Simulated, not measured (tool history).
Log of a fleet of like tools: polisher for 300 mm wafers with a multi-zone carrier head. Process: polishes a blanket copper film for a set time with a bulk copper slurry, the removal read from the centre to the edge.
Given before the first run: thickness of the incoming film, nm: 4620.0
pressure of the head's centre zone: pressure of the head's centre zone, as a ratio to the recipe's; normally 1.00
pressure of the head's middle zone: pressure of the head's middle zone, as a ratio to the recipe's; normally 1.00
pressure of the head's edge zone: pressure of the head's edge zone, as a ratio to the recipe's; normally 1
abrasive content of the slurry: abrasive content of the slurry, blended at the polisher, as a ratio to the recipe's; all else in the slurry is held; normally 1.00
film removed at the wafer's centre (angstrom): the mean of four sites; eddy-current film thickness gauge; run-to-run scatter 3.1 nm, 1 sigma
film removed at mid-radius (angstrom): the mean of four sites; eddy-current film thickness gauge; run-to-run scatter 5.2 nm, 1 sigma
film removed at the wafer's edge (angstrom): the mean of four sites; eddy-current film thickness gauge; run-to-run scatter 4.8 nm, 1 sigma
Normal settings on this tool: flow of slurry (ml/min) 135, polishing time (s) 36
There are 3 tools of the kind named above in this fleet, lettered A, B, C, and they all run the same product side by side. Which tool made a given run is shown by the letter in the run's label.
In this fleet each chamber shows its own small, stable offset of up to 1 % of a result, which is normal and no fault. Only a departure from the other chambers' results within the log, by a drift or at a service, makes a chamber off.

run,hour,flow of slurry (ml/min),pressure of the head's centre zone,pressure of the head's middle zone,pressure of the head's edge zone,abrasive content of the slurry,polishing time (s),wafers polished on this pad,hours since the slurry nozzle was cleaned,hours since the centre zone pressure was calibrated,hours since the edge zone pressure was calibrated,film removed at the wafer's centre (angstrom),film removed at mid-radius (angstrom),film removed at the wafer's edge (angstrom)
1B,12.7,135,1.00,1.00,1,1.00,36,638,251.2,514.7,1107.3,3556.8,3717.1,3527.8
2A,24.8,135,1.00,1.00,1,1.00,36,1223,614.2,210.8,597.6,3575.0,3541.3,3478.0
3C,36.0,135,1.00,1.00,1,1.00,36,291,949.3,449.2,544.1,3532.8,3553.8,3589.1
# hour 36.2: chamber C: slurry nozzle cleaned
4C,49.6,135,1.00,1.00,1,1.00,36,394,13.5,462.8,557.7,3590.3,3497.3,3708.3
5A,62.9,135,1.00,1.00,1,1.00,36,1511,652.3,248.9,635.7,3528.4,3597.7,3553.5
# hour 64.6: chamber A: worn pad replaced by a new one
6B,73.5,135,1.00,1.00,1,1.00,36,1098,312.0,575.5,1168.1,3519.5,3581.5,3595.0
# hour 80.6: chamber B: slurry nozzle cleaned
7A,85.3,105,1.10,1.00,1,1.00,36,157,674.7,271.3,658.1,3727.3,3363.1,3322.4
8B,94.1,105,1.10,1.00,1,1.00,36,1254,13.5,596.1,1188.7,3713.5,3337.3,3413.5
9C,104.7,105,1.10,1.00,1,1.00,36,811,68.6,517.9,612.8,3698.1,3242.5,3389.9
# hour 114.8: chamber B: worn pad replaced by a new one
10B,115.5,135,1.00,1.00,1,1.00,36,5,34.9,617.5,1210.1,3557.9,3588.1,3581.2
# hour 120.7: chamber A: edge zone pressure recalibrated
11C,127.8,135,1.00,1.00,1,1.00,36,986,91.7,541.0,635.9,3521.1,3600.5,3579.3
12A,137.8,135,1.00,1.00,1,1.00,36,554,727.2,323.8,17.1,3597.3,3551.0,3573.7
# hour 140.0: chamber A: slurry nozzle cleaned
13A,147.3,135,1.00,1.00,1,1.00,36,626,7.3,333.3,26.6,3543.0,3498.0,3486.1
14C,158.2,135,1.00,1.00,1,1.00,36,1216,122.1,571.4,666.3,3570.5,3540.5,3554.0
# hour 163.8: chamber C: worn pad replaced by a new one
# hour 169.2: chamber B: edge zone pressure recalibrated
15B,173.0,135,1.00,1.00,1,1.00,36,440,92.4,675.0,3.9,3646.8,3668.0,3552.6
# hour 185.0: chamber B: centre zone pressure recalibrated
16C,186.1,135,1.00,1.00,1,1.00,36,168,150.0,599.3,694.2,3553.7,3446.2,3645.5
17B,193.1,135,1.00,1.00,1,1.00,36,592,112.5,8.2,24.0,3803.9,3631.7,3605.6
18A,207.5,135,1.00,1.00,1,1.00,36,1081,67.5,393.5,86.8,3532.6,3455.4,3453.8
19C,216.4,135,1.00,1.00,1,1.00,36,397,180.3,629.6,724.5,3617.5,3505.1,3650.9
# hour 222.5: chamber A: worn pad replaced by a new one
# hour 228.7: chamber A: centre zone pressure recalibrated
20B,229.4,135,1.00,1.00,1,1.00,36,867,148.8,44.5,60.3,3879.2,3642.4,3472.2
21A,239.5,135,0.91,1.00,1,1.20,36,128,99.5,10.9,118.8,3322.5,3706.5,3651.3
22A,248.0,135,0.91,1.00,1,1.20,36,193,108.0,19.4,127.3,3389.0,3705.1,3697.4
23B,258.7,135,0.91,1.00,1,1.20,36,1088,178.1,73.8,89.6,3648.6,3721.7,3632.0
24C,268.2,135,1.00,1.00,1,1.00,36,789,232.1,681.4,776.3,3511.4,3476.4,3577.0
25A,282.6,135,1.00,1.00,1,1.00,36,454,142.6,54.0,161.9,3632.7,3624.6,3473.8
26C,298.1,135,1.00,1.00,1,1.00,36,1015,262.0,711.3,806.2,3551.3,3560.5,3643.1
27B,307.0,135,1.00,1.00,1,1.25,36,1453,226.4,122.1,137.9,4019.6,3756.3,3765.8

One chamber off, gauge drift, or nothing amiss beyond the chambers' own small offsets? If it is a chamber, which one, and what is the likeliest cause?

A service left chamber B off against the others.
Likeliest cause: centre zone's pressure above its setpoint, % = 6.47.

Which of the 4 candidates below, each the usual settings with something changed and its results left as question marks, puts chamber B back in line with what the other chambers give on the usual settings?
In-line tolerance around the mean of the other chambers on the usual settings: film removed at the wafer's centre (angstrom) 110.0; film removed at mid-radius (angstrom) 180.0; film removed at the wafer's edge (angstrom) 170.0
28B-1,318.4,135,0.99,1.00,1.00,1.00,36,,,,,?,?,?
28B-2,318.4,135,1.01,1.00,1.00,1.00,36,,,,,?,?,?
28B-3,318.4,140,1.05,0.99,0.98,1.00,36,,,,,?,?,?
28B-4,318.4,130,0.95,1.01,1.02,1.00,36,,,,,?,?,?

The other chambers' mean on the usual settings: film removed at the wafer's centre (angstrom) 3562.0; film removed at mid-radius (angstrom) 3550.5; film removed at the wafer's edge (angstrom) 3554.9
run,film removed at the wafer's centre (angstrom),film removed at mid-radius (angstrom),film removed at the wafer's edge (angstrom)
28B-1,3776.2,3583.2,3548.4
28B-2,3859.9,3582.8,3548.4
28B-3,4061.9,3575.6,3531.1
28B-4,3575.7,3588.0,3564.0
It is 28B-4 that realigns the chamber with its peers.
